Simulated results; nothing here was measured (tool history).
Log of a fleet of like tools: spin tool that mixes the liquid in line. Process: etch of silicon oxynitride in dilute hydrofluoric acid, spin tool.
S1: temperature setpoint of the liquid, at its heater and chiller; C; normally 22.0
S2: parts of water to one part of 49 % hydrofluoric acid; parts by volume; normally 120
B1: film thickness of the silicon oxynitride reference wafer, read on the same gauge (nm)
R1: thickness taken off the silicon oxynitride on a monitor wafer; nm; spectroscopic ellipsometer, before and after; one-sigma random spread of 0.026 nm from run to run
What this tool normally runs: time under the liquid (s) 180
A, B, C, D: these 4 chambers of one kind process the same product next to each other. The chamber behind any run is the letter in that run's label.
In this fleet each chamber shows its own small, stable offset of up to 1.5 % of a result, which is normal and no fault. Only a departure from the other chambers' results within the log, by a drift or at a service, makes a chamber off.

{"run": "1D", "hour": 3.3, "S1": 22.0, "S2": 120, "time under the liquid (s)": 180, "B1": 90.009, "R1": 3.8672}
{"run": "2B", "hour": 6.3, "S1": 22.0, "S2": 120, "time under the liquid (s)": 180, "B1": 90.007, "R1": 3.8465}
{"run": "3A", "hour": 9.2, "S1": 22.0, "S2": 120, "time under the liquid (s)": 180, "B1": 89.992, "R1": 3.809}
{"run": "4C", "hour": 11.9, "S1": 22.0, "S2": 120, "time under the liquid (s)": 180, "B1": 89.995, "R1": 3.8265}
{"run": "5D", "hour": 15.8, "S1": 22.0, "S2": 120, "time under the liquid (s)": 180, "B1": 90.004, "R1": 3.8397}
{"run": "6C", "hour": 19.6, "S1": 22.0, "S2": 120, "time under the liquid (s)": 180, "B1": 90.001, "R1": 3.7993}
{"run": "7B", "hour": 24.6, "S1": 22.0, "S2": 120, "time under the liquid (s)": 180, "B1": 89.997, "R1": 3.8646}
{"run": "8A", "hour": 30.1, "S1": 22.0, "S2": 120, "time under the liquid (s)": 180, "B1": 90.001, "R1": 3.7998}
{"run": "9B", "hour": 33.0, "S1": 22.0, "S2": 120, "time under the liquid (s)": 180, "B1": 89.994, "R1": 3.8326}
{"run": "10D", "hour": 38.1, "S1": 22.0, "S2": 120, "time under the liquid (s)": 180, "B1": 90.01, "R1": 3.8489}
{"run": "11A", "hour": 41.1, "S1": 22.0, "S2": 120, "time under the liquid (s)": 180, "B1": 89.996, "R1": 3.8747}
{"run": "12C", "hour": 46.1, "S1": 22.0, "S2": 120, "time under the liquid (s)": 180, "B1": 90.001, "R1": 3.8226}
{"run": "13D", "hour": 49.6, "S1": 22.0, "S2": 120, "time under the liquid (s)": 180, "B1": 90.014, "R1": 3.8318}
{"run": "14B", "hour": 53.7, "S1": 22.0, "S2": 120, "time under the liquid (s)": 180, "B1": 89.994, "R1": 3.8556}
{"run": "15C", "hour": 57.9, "S1": 22.0, "S2": 120, "time under the liquid (s)": 180, "B1": 89.987, "R1": 3.8343}
{"run": "16A", "hour": 60.6, "S1": 22.0, "S2": 120, "time under the liquid (s)": 180, "B1": 89.971, "R1": 3.936}
{"run": "17C", "hour": 64.8, "S1": 22.0, "S2": 120, "time under the liquid (s)": 90, "B1": 90.0, "R1": 1.9}
{"run": "18D", "hour": 68.2, "S1": 22.0, "S2": 120, "time under the liquid (s)": 90, "B1": 90.005, "R1": 1.9065}
{"run": "19A", "hour": 73.5, "S1": 22.0, "S2": 120, "time under the liquid (s)": 90, "B1": 90.011, "R1": 2.0008}
{"run": "20B", "hour": 77.3, "S1": 22.0, "S2": 120, "time under the liquid (s)": 90, "B1": 90.002, "R1": 1.9496}
{"run": "21A", "hour": 81.2, "S1": 22.0, "S2": 120, "time under the liquid (s)": 180, "B1": 89.989, "R1": 4.0262}
{"run": "22C", "hour": 85.8, "S1": 22.0, "S2": 120, "time under the liquid (s)": 180, "B1": 89.986, "R1": 3.7676}
{"run": "23D", "hour": 89.7, "S1": 22.0, "S2": 120, "time under the liquid (s)": 180, "B1": 90.007, "R1": 3.8463}
{"run": "24B", "hour": 92.4, "S1": 22.0, "S2": 120, "time under the liquid (s)": 180, "B1": 90.002, "R1": 3.8354}
{"run": "25C", "hour": 97.1, "S1": 22.0, "S2": 120, "time under the liquid (s)": 180, "B1": 90.019, "R1": 3.7544}
{"run": "26B", "hour": 100.7, "S1": 22.0, "S2": 120, "time under the liquid (s)": 180, "B1": 89.992, "R1": 3.8197}
{"run": "27D", "hour": 106.0, "S1": 22.0, "S2": 120, "time under the liquid (s)": 180, "B1": 90.012, "R1": 3.8462}
{"run": "28A", "hour": 109.6, "S1": 26.5, "S2": 75, "time under the liquid (s)": 180, "B1": 90.007, "R1": 8.4817}
{"run": "29A", "hour": 114.9, "S1": 26.5, "S2": 75, "time under the liquid (s)": 180, "B1": 90.002, "R1": 8.4927}

Read the log: is a single chamber off, either drifting away or since a service, is the gauge that measures every chamber drifting, or is nothing wrong beyond small per-chamber offsets? Name any odd chamber and what most likely caused it.

It is chamber A that slowly wanders off from its peers.
Likeliest cause: liquid hotter than its thermometer reads (K) = 1.86.
Not necessarily distinguishable in this log from: hydrofluoric acid flow above the setpoint (%).

Which of the 4 candidates below, each the usual settings with something changed and its results left as question marks, puts chamber A back in line with what the other chambers give on the usual settings?
Allowed miss from the other chambers' usual-settings mean, per result, to count as in line: R1 0.0900 nm
{"run": "30A-1", "hour": 119.0, "S1": 22.5, "S2": 105, "time under the liquid (s)": 180, "R1": "?"}
{"run": "30A-2", "hour": 119.0, "S1": 22.0, "S2": 140, "time under the liquid (s)": 180, "R1": "?"}
{"run": "30A-3", "hour": 119.0, "S1": 22.0, "S2": 115, "time under the liquid (s)": 185, "R1": "?"}
{"run": "30A-4", "hour": 119.0, "S1": 22.0, "S2": 130, "time under the liquid (s)": 180, "R1": "?"}

Mean of the other chambers on the usual settings: R1 3.8404 nm
run=30A-1 R1=4.9379
run=30A-2 R1=3.5322
run=30A-3 R1=4.4958
run=30A-4 R1=3.8306
With 30A-4, the chamber falls back in line with the rest.
